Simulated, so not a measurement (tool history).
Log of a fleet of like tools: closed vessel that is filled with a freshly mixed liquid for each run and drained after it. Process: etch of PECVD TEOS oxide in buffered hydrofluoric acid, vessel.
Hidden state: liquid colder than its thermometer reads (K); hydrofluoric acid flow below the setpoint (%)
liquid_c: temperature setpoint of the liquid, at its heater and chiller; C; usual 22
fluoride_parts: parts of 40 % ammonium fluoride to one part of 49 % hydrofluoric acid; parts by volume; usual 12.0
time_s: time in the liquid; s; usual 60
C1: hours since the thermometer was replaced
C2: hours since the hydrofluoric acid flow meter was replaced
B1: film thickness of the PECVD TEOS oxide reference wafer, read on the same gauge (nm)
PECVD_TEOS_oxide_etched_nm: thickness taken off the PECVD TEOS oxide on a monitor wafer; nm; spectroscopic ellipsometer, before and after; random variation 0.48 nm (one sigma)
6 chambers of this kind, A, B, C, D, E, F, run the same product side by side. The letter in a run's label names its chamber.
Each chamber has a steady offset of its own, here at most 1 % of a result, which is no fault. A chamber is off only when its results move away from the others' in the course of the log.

{"run": "1F", "hour": 6.2, "liquid_c": 22, "fluoride_parts": 12.0, "time_s": 60, "C1": 191.9, "C2": 293.0, "B1": 29.981, "PECVD_TEOS_oxide_etched_nm": 88.991}
{"run": "2A", "hour": 11.0, "liquid_c": 22, "fluoride_parts": 12.0, "time_s": 60, "C1": 2632.2, "C2": 91.2, "B1": 29.989, "PECVD_TEOS_oxide_etched_nm": 87.702}
{"run": "3C", "hour": 14.6, "liquid_c": 22, "fluoride_parts": 12.0, "time_s": 60, "C1": 912.9, "C2": 425.6, "B1": 29.996, "PECVD_TEOS_oxide_etched_nm": 88.368}
{"run": "4D", "hour": 19.1, "liquid_c": 22, "fluoride_parts": 12.0, "time_s": 60, "C1": 1936.4, "C2": 1033.4, "B1": 30.002, "PECVD_TEOS_oxide_etched_nm": 89.424}
{"run": "5E", "hour": 23.3, "liquid_c": 22, "fluoride_parts": 15.0, "time_s": 60, "C1": 809.3, "C2": 841.9, "B1": 29.997, "PECVD_TEOS_oxide_etched_nm": 71.653}
{"run": "6B", "hour": 31.2, "liquid_c": 22, "fluoride_parts": 15.0, "time_s": 60, "C1": 647.7, "C2": 1194.1, "B1": 30.013, "PECVD_TEOS_oxide_etched_nm": 70.348}
{"hour": 33.8, "done": "chamber A: thermometer replaced"}
{"run": "7C", "hour": 35.2, "liquid_c": 22, "fluoride_parts": 15.0, "time_s": 60, "C1": 933.5, "C2": 446.2, "B1": 30.018, "PECVD_TEOS_oxide_etched_nm": 70.425}
{"run": "8B", "hour": 40.1, "liquid_c": 22, "fluoride_parts": 15.0, "time_s": 60, "C1": 656.6, "C2": 1203.0, "B1": 29.999, "PECVD_TEOS_oxide_etched_nm": 70.775}
{"run": "9A", "hour": 47.5, "liquid_c": 22, "fluoride_parts": 15.0, "time_s": 60, "C1": 13.7, "C2": 127.7, "B1": 30.002, "PECVD_TEOS_oxide_etched_nm": 71.124}
{"run": "10D", "hour": 55.4, "liquid_c": 22, "fluoride_parts": 15.0, "time_s": 60, "C1": 1972.7, "C2": 1069.7, "B1": 30.013, "PECVD_TEOS_oxide_etched_nm": 71.44}
{"run": "11E", "hour": 59.4, "liquid_c": 22, "fluoride_parts": 12.0, "time_s": 60, "C1": 845.4, "C2": 878.0, "B1": 30.006, "PECVD_TEOS_oxide_etched_nm": 88.822}
{"run": "12F", "hour": 63.1, "liquid_c": 22, "fluoride_parts": 12.0, "time_s": 60, "C1": 248.8, "C2": 349.9, "B1": 30.002, "PECVD_TEOS_oxide_etched_nm": 88.998}
{"run": "13B", "hour": 71.3, "liquid_c": 22, "fluoride_parts": 12.0, "time_s": 60, "C1": 687.8, "C2": 1234.2, "B1": 30.005, "PECVD_TEOS_oxide_etched_nm": 87.506}
{"run": "14D", "hour": 76.6, "liquid_c": 22, "fluoride_parts": 12.0, "time_s": 60, "C1": 1993.9, "C2": 1090.9, "B1": 30.0, "PECVD_TEOS_oxide_etched_nm": 89.547}
{"run": "15C", "hour": 81.3, "liquid_c": 22, "fluoride_parts": 12.0, "time_s": 60, "C1": 979.6, "C2": 492.3, "B1": 29.986, "PECVD_TEOS_oxide_etched_nm": 87.633}
{"run": "16E", "hour": 86.6, "liquid_c": 22, "fluoride_parts": 12.0, "time_s": 60, "C1": 872.6, "C2": 905.2, "B1": 30.001, "PECVD_TEOS_oxide_etched_nm": 88.122}
{"run": "17F", "hour": 94.7, "liquid_c": 22, "fluoride_parts": 12.0, "time_s": 60, "C1": 280.4, "C2": 381.5, "B1": 30.009, "PECVD_TEOS_oxide_etched_nm": 88.63}
{"run": "18A", "hour": 100.8, "liquid_c": 22, "fluoride_parts": 8.5, "time_s": 60, "C1": 67.0, "C2": 181.0, "B1": 30.005, "PECVD_TEOS_oxide_etched_nm": 121.43}
{"run": "19B", "hour": 106.1, "liquid_c": 22, "fluoride_parts": 8.5, "time_s": 60, "C1": 722.6, "C2": 1269.0, "B1": 30.005, "PECVD_TEOS_oxide_etched_nm": 118.11}
{"run": "20D", "hour": 114.4, "liquid_c": 22, "fluoride_parts": 8.5, "time_s": 60, "C1": 2031.7, "C2": 1128.7, "B1": 30.007, "PECVD_TEOS_oxide_etched_nm": 120.07}
{"run": "21F", "hour": 118.1, "liquid_c": 22, "fluoride_parts": 8.5, "time_s": 60, "C1": 303.8, "C2": 404.9, "B1": 30.008, "PECVD_TEOS_oxide_etched_nm": 119.32}
{"run": "22A", "hour": 123.8, "liquid_c": 22, "fluoride_parts": 8.5, "time_s": 60, "C1": 90.0, "C2": 204.0, "B1": 30.004, "PECVD_TEOS_oxide_etched_nm": 122.05}
{"run": "23C", "hour": 128.8, "liquid_c": 22, "fluoride_parts": 8.5, "time_s": 60, "C1": 1027.1, "C2": 539.8, "B1": 29.991, "PECVD_TEOS_oxide_etched_nm": 119.49}
{"run": "24E", "hour": 137.1, "liquid_c": 22, "fluoride_parts": 12.0, "time_s": 60, "C1": 923.1, "C2": 955.7, "B1": 29.992, "PECVD_TEOS_oxide_etched_nm": 88.715}
{"run": "25D", "hour": 144.4, "liquid_c": 22, "fluoride_parts": 12.0, "time_s": 60, "C1": 2061.7, "C2": 1158.7, "B1": 29.992, "PECVD_TEOS_oxide_etched_nm": 88.303}
{"run": "26C", "hour": 152.7, "liquid_c": 22, "fluoride_parts": 12.0, "time_s": 90, "C1": 1051.0, "C2": 563.7, "B1": 29.976, "PECVD_TEOS_oxide_etched_nm": 132.02}
{"run": "27E", "hour": 158.2, "liquid_c": 22, "fluoride_parts": 12.0, "time_s": 90, "C1": 944.2, "C2": 976.8, "B1": 29.973, "PECVD_TEOS_oxide_etched_nm": 132.29}
{"run": "28B", "hour": 162.9, "liquid_c": 22, "fluoride_parts": 12.0, "time_s": 90, "C1": 779.4, "C2": 1325.8, "B1": 30.011, "PECVD_TEOS_oxide_etched_nm": 127.35}
{"run": "29A", "hour": 168.1, "liquid_c": 22, "fluoride_parts": 12.0, "time_s": 90, "C1": 134.3, "C2": 248.3, "B1": 30.001, "PECVD_TEOS_oxide_etched_nm": 133.06}
{"run": "30F", "hour": 171.9, "liquid_c": 22, "fluoride_parts": 12.0, "time_s": 90, "C1": 357.6, "C2": 458.7, "B1": 29.993, "PECVD_TEOS_oxide_etched_nm": 133.03}
{"run": "31D", "hour": 179.6, "liquid_c": 22, "fluoride_parts": 12.0, "time_s": 90, "C1": 2096.9, "C2": 1193.9, "B1": 29.991, "PECVD_TEOS_oxide_etched_nm": 133.18}
{"run": "32C", "hour": 187.2, "liquid_c": 22, "fluoride_parts": 12.0, "time_s": 60, "C1": 1085.5, "C2": 598.2, "B1": 29.996, "PECVD_TEOS_oxide_etched_nm": 87.901}
{"run": "33B", "hour": 193.2, "liquid_c": 20, "fluoride_parts": 7.5, "time_s": 60, "C1": 809.7, "C2": 1356.1, "B1": 29.998, "PECVD_TEOS_oxide_etched_nm": 116.81}
{"run": "34E", "hour": 198.8, "liquid_c": 20, "fluoride_parts": 7.5, "time_s": 60, "C1": 984.8, "C2": 1017.4, "B1": 29.981, "PECVD_TEOS_oxide_etched_nm": 122.86}
{"run": "35F", "hour": 206.7, "liquid_c": 20, "fluoride_parts": 7.5, "time_s": 60, "C1": 392.4, "C2": 493.5, "B1": 29.999, "PECVD_TEOS_oxide_etched_nm": 122.92}
{"run": "36A", "hour": 211.9, "liquid_c": 20, "fluoride_parts": 7.5, "time_s": 60, "C1": 178.1, "C2": 292.1, "B1": 29.982, "PECVD_TEOS_oxide_etched_nm": 124.41}
{"run": "37F", "hour": 218.2, "liquid_c": 20, "fluoride_parts": 7.5, "time_s": 60, "C1": 403.9, "C2": 505.0, "B1": 30.023, "PECVD_TEOS_oxide_etched_nm": 122.24}
{"run": "38D", "hour": 224.9, "liquid_c": 20, "fluoride_parts": 7.5, "time_s": 60, "C1": 2142.2, "C2": 1239.2, "B1": 29.985, "PECVD_TEOS_oxide_etched_nm": 122.14}
{"run": "39B", "hour": 230.0, "liquid_c": 22, "fluoride_parts": 12.0, "time_s": 60, "C1": 846.5, "C2": 1392.9, "B1": 29.997, "PECVD_TEOS_oxide_etched_nm": 82.722}
{"run": "40C", "hour": 237.4, "liquid_c": 22, "fluoride_parts": 12.0, "time_s": 60, "C1": 1135.7, "C2": 648.4, "B1": 29.985, "PECVD_TEOS_oxide_etched_nm": 88.581}
{"run": "41E", "hour": 245.7, "liquid_c": 22, "fluoride_parts": 12.0, "time_s": 60, "C1": 1031.7, "C2": 1064.3, "B1": 29.998, "PECVD_TEOS_oxide_etched_nm": 88.786}
{"run": "42A", "hour": 251.3, "liquid_c": 22, "fluoride_parts": 12.0, "time_s": 60, "C1": 217.5, "C2": 331.5, "B1": 30.018, "PECVD_TEOS_oxide_etched_nm": 89.98}
{"run": "43B", "hour": 255.6, "liquid_c": 22, "fluoride_parts": 12.0, "time_s": 60, "C1": 872.1, "C2": 1418.5, "B1": 29.993, "PECVD_TEOS_oxide_etched_nm": 82.08}
{"run": "44D", "hour": 260.3, "liquid_c": 22, "fluoride_parts": 12.0, "time_s": 60, "C1": 2177.6, "C2": 1274.6, "B1": 30.017, "PECVD_TEOS_oxide_etched_nm": 88.668}

All 6 chambers run these settings next. Forecast each chamber's results:
{"run": "45A", "hour": 266.3, "liquid_c": 22, "fluoride_parts": 12.0, "time_s": 60, "PECVD_TEOS_oxide_etched_nm": "?"}
{"run": "45B", "hour": 266.3, "liquid_c": 22, "fluoride_parts": 12.0, "time_s": 60, "PECVD_TEOS_oxide_etched_nm": "?"}
{"run": "45C", "hour": 266.3, "liquid_c": 22, "fluoride_parts": 12.0, "time_s": 60, "PECVD_TEOS_oxide_etched_nm": "?"}
{"run": "45D", "hour": 266.3, "liquid_c": 22, "fluoride_parts": 12.0, "time_s": 60, "PECVD_TEOS_oxide_etched_nm": "?"}
{"run": "45E", "hour": 266.3, "liquid_c": 22, "fluoride_parts": 12.0, "time_s": 60, "PECVD_TEOS_oxide_etched_nm": "?"}
{"run": "45F", "hour": 266.3, "liquid_c": 22, "fluoride_parts": 12.0, "time_s": 60, "PECVD_TEOS_oxide_etched_nm": "?"}

run=45A PECVD_TEOS_oxide_etched_nm=88.934
run=45B PECVD_TEOS_oxide_etched_nm=81.057
run=45C PECVD_TEOS_oxide_etched_nm=87.415
run=45D PECVD_TEOS_oxide_etched_nm=89.140
run=45E PECVD_TEOS_oxide_etched_nm=88.474
run=45F PECVD_TEOS_oxide_etched_nm=88.637
